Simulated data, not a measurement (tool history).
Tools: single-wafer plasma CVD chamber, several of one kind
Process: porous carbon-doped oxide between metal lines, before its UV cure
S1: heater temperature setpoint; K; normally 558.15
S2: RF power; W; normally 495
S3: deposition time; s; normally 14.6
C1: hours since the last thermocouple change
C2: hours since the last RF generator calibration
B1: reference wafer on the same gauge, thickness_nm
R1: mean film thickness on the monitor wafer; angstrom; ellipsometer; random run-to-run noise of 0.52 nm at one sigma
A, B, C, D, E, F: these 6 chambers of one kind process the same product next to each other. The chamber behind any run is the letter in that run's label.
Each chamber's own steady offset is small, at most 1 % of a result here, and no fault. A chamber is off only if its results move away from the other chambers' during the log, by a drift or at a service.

{"run": "1D", "day": 0.2, "S1": 558.15, "S2": 495, "S3": 14.6, "C1": 1565.4, "C2": 138.1, "B1": 95.407, "R1": 870.35}
{"run": "2B", "day": 0.404, "S1": 558.15, "S2": 495, "S3": 14.6, "C1": 678.5, "C2": 503.2, "B1": 95.414, "R1": 875.98}
{"run": "3C", "day": 0.717, "S1": 558.15, "S2": 495, "S3": 14.6, "C1": 959.8, "C2": 369.5, "B1": 95.351, "R1": 874.07}
{"run": "4E", "day": 0.988, "S1": 558.15, "S2": 495, "S3": 14.6, "C1": 764.0, "C2": 821.2, "B1": 95.646, "R1": 876.77}
{"run": "5A", "day": 1.138, "S1": 558.15, "S2": 495, "S3": 14.6, "C1": 1503.1, "C2": 702.6, "B1": 95.395, "R1": 873.9}
{"run": "6F", "day": 1.458, "S1": 558.15, "S2": 495, "S3": 14.6, "C1": 1013.7, "C2": 286.5, "B1": 95.534, "R1": 875.13}
{"run": "7B", "day": 1.679, "S1": 558.15, "S2": 495, "S3": 14.6, "C1": 709.1, "C2": 533.8, "B1": 95.235, "R1": 878.36}
{"run": "8A", "day": 1.971, "S1": 558.15, "S2": 495, "S3": 14.6, "C1": 1523.1, "C2": 722.6, "B1": 95.416, "R1": 876.38}
{"run": "9F", "day": 2.229, "S1": 558.15, "S2": 495, "S3": 14.6, "C1": 1032.2, "C2": 305.0, "B1": 95.213, "R1": 888.65}
{"run": "10C", "day": 2.504, "S1": 558.15, "S2": 495, "S3": 14.6, "C1": 1002.7, "C2": 412.4, "B1": 95.331, "R1": 871.92}
{"run": "11E", "day": 2.688, "S1": 558.15, "S2": 495, "S3": 14.6, "C1": 804.8, "C2": 862.0, "B1": 95.37, "R1": 875.15}
{"run": "12D", "day": 2.838, "S1": 558.15, "S2": 495, "S3": 14.6, "C1": 1628.7, "C2": 201.4, "B1": 95.4, "R1": 873.14}
{"run": "13D", "day": 3.054, "S1": 558.15, "S2": 495, "S3": 14.6, "C1": 1633.9, "C2": 206.6, "B1": 95.535, "R1": 879.6}
{"run": "14B", "day": 3.292, "S1": 572.15, "S2": 495, "S3": 17.2, "C1": 747.8, "C2": 572.5, "B1": 95.345, "R1": 937.43}
{"run": "15F", "day": 3.483, "S1": 572.15, "S2": 495, "S3": 17.2, "C1": 1062.3, "C2": 335.1, "B1": 95.351, "R1": 945.57}
{"run": "16E", "day": 3.783, "S1": 572.15, "S2": 495, "S3": 17.2, "C1": 831.1, "C2": 888.3, "B1": 95.331, "R1": 939.36}
{"run": "17A", "day": 4.054, "S1": 572.15, "S2": 495, "S3": 17.2, "C1": 1573.1, "C2": 772.6, "B1": 95.278, "R1": 952.56}
{"run": "18C", "day": 4.25, "S1": 572.15, "S2": 495, "S3": 17.2, "C1": 1044.6, "C2": 454.3, "B1": 95.515, "R1": 939.04}
{"run": "19C", "day": 4.438, "S1": 572.15, "S2": 495, "S3": 17.2, "C1": 1049.1, "C2": 458.8, "B1": 95.384, "R1": 940.24}
{"run": "20D", "day": 4.708, "S1": 558.15, "S2": 495, "S3": 14.6, "C1": 1673.6, "C2": 246.3, "B1": 95.389, "R1": 876.15}
{"run": "21F", "day": 5.042, "S1": 558.15, "S2": 495, "S3": 14.6, "C1": 1099.7, "C2": 372.5, "B1": 95.273, "R1": 875.7}
{"run": "22E", "day": 5.346, "S1": 558.15, "S2": 495, "S3": 14.6, "C1": 868.6, "C2": 925.8, "B1": 95.431, "R1": 874.05}
{"run": "23A", "day": 5.575, "S1": 558.15, "S2": 545, "S3": 16.9, "C1": 1609.6, "C2": 809.1, "B1": 95.512, "R1": 1069.9}
{"run": "24B", "day": 5.729, "S1": 558.15, "S2": 545, "S3": 16.9, "C1": 806.3, "C2": 631.0, "B1": 95.338, "R1": 1057.2}
{"run": "25F", "day": 5.917, "S1": 558.15, "S2": 545, "S3": 16.9, "C1": 1120.7, "C2": 393.5, "B1": 95.216, "R1": 1081.4}
{"run": "26E", "day": 6.212, "S1": 558.15, "S2": 545, "S3": 16.9, "C1": 889.4, "C2": 946.6, "B1": 95.414, "R1": 1072.0}
{"run": "27C", "day": 6.438, "S1": 558.15, "S2": 545, "S3": 16.9, "C1": 1097.1, "C2": 506.8, "B1": 95.293, "R1": 1051.7}
{"run": "28A", "day": 6.583, "S1": 558.15, "S2": 545, "S3": 16.9, "C1": 1633.8, "C2": 833.3, "B1": 95.334, "R1": 1074.0}
{"run": "29D", "day": 6.871, "S1": 558.15, "S2": 495, "S3": 14.6, "C1": 1725.5, "C2": 298.2, "B1": 95.362, "R1": 870.03}
{"run": "30B", "day": 7.208, "S1": 569.15, "S2": 495, "S3": 14.6, "C1": 841.8, "C2": 666.5, "B1": 95.46, "R1": 817.42}
{"run": "31E", "day": 7.362, "S1": 569.15, "S2": 495, "S3": 14.6, "C1": 917.0, "C2": 974.2, "B1": 95.449, "R1": 820.47}
{"run": "32D", "day": 7.658, "S1": 569.15, "S2": 495, "S3": 14.6, "C1": 1744.4, "C2": 317.1, "B1": 95.208, "R1": 816.12}
{"run": "33B", "day": 7.954, "S1": 569.15, "S2": 495, "S3": 14.6, "C1": 859.7, "C2": 684.4, "B1": 95.436, "R1": 811.95}
{"run": "34A", "day": 8.225, "S1": 569.15, "S2": 495, "S3": 14.6, "C1": 1673.2, "C2": 872.7, "B1": 95.375, "R1": 821.19}
{"run": "35C", "day": 8.521, "S1": 569.15, "S2": 495, "S3": 14.6, "C1": 1147.1, "C2": 556.8, "B1": 95.427, "R1": 802.54}
{"run": "36F", "day": 8.808, "S1": 558.15, "S2": 495, "S3": 14.6, "C1": 1190.1, "C2": 462.9, "B1": 95.302, "R1": 879.69}
{"run": "37A", "day": 9.121, "S1": 558.15, "S2": 495, "S3": 14.6, "C1": 1694.7, "C2": 894.2, "B1": 95.415, "R1": 879.81}
{"run": "38B", "day": 9.3, "S1": 558.15, "S2": 495, "S3": 14.6, "C1": 892.0, "C2": 716.7, "B1": 95.39, "R1": 868.9}
{"run": "39D", "day": 9.575, "S1": 558.15, "S2": 495, "S3": 14.6, "C1": 1790.4, "C2": 363.1, "B1": 95.356, "R1": 881.07}
{"run": "40C", "day": 9.788, "S1": 558.15, "S2": 495, "S3": 14.6, "C1": 1177.5, "C2": 587.2, "B1": 95.401, "R1": 854.07}

Which is it: a chamber that has drifted or been left off by a service, a gauge drift common to all chambers, or only each chamber's usual small offset? If a chamber is off, name it and its likeliest cause.

Little by little, chamber C moves away from the other chambers.
Most likely cause: delivered RF power below the setpoint (%) = 5.3.
From this log alone, it may not be told apart from: wafer temperature above the value expected at the setpoint (K).

Which of the 4 candidates below, each the usual settings with something changed and its results left as question marks, puts chamber C back in line with what the other chambers give on the usual settings?
In line here means within this much of the mean the other chambers give on the usual settings: R1 18.00 angstrom
{"run": "41C-1", "day": 10.033, "S1": 558.15, "S2": 450, "S3": 14.6, "R1": "?"}
{"run": "41C-2", "day": 10.033, "S1": 556.15, "S2": 510, "S3": 14.6, "R1": "?"}
{"run": "41C-3", "day": 10.033, "S1": 558.15, "S2": 470, "S3": 14.6, "R1": "?"}
{"run": "41C-4", "day": 10.033, "S1": 557.15, "S2": 510, "S3": 15.2, "R1": "?"}

What the other chambers average on the usual settings: R1 875.65 angstrom
run=41C-1 R1=788.11
run=41C-2 R1=871.51
run=41C-3 R1=814.38
run=41C-4 R1=900.44
With 41C-2, the chamber falls back in line with the rest.
